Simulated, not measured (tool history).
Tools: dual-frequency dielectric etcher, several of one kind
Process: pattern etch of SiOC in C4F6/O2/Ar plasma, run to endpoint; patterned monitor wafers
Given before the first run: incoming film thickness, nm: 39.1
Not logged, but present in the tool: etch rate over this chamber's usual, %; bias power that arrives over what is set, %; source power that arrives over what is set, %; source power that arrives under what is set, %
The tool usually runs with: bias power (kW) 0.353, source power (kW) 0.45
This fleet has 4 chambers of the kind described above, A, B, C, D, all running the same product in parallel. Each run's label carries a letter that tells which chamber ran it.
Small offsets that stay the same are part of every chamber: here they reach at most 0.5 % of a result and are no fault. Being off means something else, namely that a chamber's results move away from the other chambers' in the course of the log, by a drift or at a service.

| run | hour | bias power (kW) | source power (kW) | hours since the last wet clean | hours since the last bias power generator calibration | hours since the last source power generator calibration | endpoint time (s) |
|---|---|---|---|---|---|---|---|
| 1B | 11 | 0.353 | 0.45 | 209.2 | 2140.2 | 1197.9 | 14.3 |
| 2D | 17.1 | 0.353 | 0.45 | 172 | 2822.7 | 98.7 | 14.236 |
| 3A | 30.1 | 0.353 | 0.45 | 161.3 | 911.5 | 2167 | 14.313 |
| 4C | 39.8 | 0.353 | 0.45 | 378.6 | 423.1 | 1250.4 | 14.251 |
| 5C | 48.9 | 0.353 | 0.45 | 387.7 | 432.2 | 1259.5 | 14.278 |
| 6D | 54.7 | 0.39 | 0.41 | 209.6 | 2860.3 | 136.3 | 14.158 |
| 7A | 66.6 | 0.39 | 0.41 | 197.8 | 948 | 2203.5 | 14.256 |
| 8B | 79.8 | 0.39 | 0.41 | 278 | 2209 | 1266.7 | 14.208 |
| 9C | 91.3 | 0.39 | 0.41 | 430.1 | 474.6 | 1301.9 | 14.305 |
| 10B | 98.3 | 0.353 | 0.45 | 296.5 | 2227.5 | 1285.2 | 14.273 |
| 11A | 106.5 | 0.353 | 0.45 | 237.7 | 987.9 | 2243.4 | 14.341 |
| 12D | 114.3 | 0.353 | 0.45 | 269.2 | 2919.9 | 195.9 | 14.227 |
| 13A | 124.6 | 0.405 | 0.53 | 255.8 | 1006 | 2261.5 | 12.838 |
| 14C | 133.6 | 0.405 | 0.53 | 472.4 | 516.9 | 1344.2 | 12.772 |
| 15B | 142.3 | 0.405 | 0.53 | 340.5 | 2271.5 | 1329.2 | 12.716 |
| 16D | 155.3 | 0.405 | 0.53 | 310.2 | 2960.9 | 236.9 | 12.767 |
| 17C | 163.7 | 0.353 | 0.45 | 502.5 | 547 | 1374.3 | 14.266 |
| 18A | 169.5 | 0.353 | 0.37 | 300.7 | 1050.9 | 2306.4 | 15.494 |
| 19D | 177.6 | 0.353 | 0.37 | 332.5 | 2983.2 | 259.2 | 15.246 |
|  | 188.3 | chamber C: wet clean of the chamber |
| 20B | 189.1 | 0.353 | 0.37 | 387.3 | 2318.3 | 1376 | 15.203 |
| 21D | 197.3 | 0.353 | 0.37 | 352.2 | 3002.9 | 278.9 | 15.339 |
| 22A | 205.9 | 0.353 | 0.45 | 337.1 | 1087.3 | 2342.8 | 14.35 |
| 23B | 216.8 | 0.353 | 0.45 | 415 | 2346 | 1403.7 | 14.309 |
| 24C | 225.6 | 0.353 | 0.45 | 37.3 | 608.9 | 1436.2 | 14.287 |
| 25A | 235.1 | 0.353 | 0.45 | 366.3 | 1116.5 | 2372 | 14.273 |
| 26C | 247.8 | 0.353 | 0.45 | 59.5 | 631.1 | 1458.4 | 14.289 |
| 27B | 253.9 | 0.353 | 0.45 | 452.1 | 2383.1 | 1440.8 | 14.203 |
| 28D | 263 | 0.353 | 0.45 | 417.9 | 3068.6 | 344.6 | 14.211 |
| 29A | 269.4 | 0.353 | 0.45 | 400.6 | 1150.8 | 2406.3 | 14.294 |
| 30D | 282.5 | 0.279 | 0.51 | 437.4 | 3088.1 | 364.1 | 14.789 |
| 31C | 290 | 0.279 | 0.51 | 101.7 | 673.3 | 1500.6 | 14.685 |

Each of the 4 chambers runs these same settings next. Fill in every chamber's results:
| 32A | 299.6 | 0.353 | 0.45 |  |  |  | ? |
| 32B | 299.6 | 0.353 | 0.45 |  |  |  | ? |
| 32C | 299.6 | 0.353 | 0.45 |  |  |  | ? |
| 32D | 299.6 | 0.353 | 0.45 |  |  |  | ? |

| run | endpoint time (s) |
|---|---|
| 32A | 14.192 |
| 32B | 14.267 |
| 32C | 14.29 |
| 32D | 14.26 |
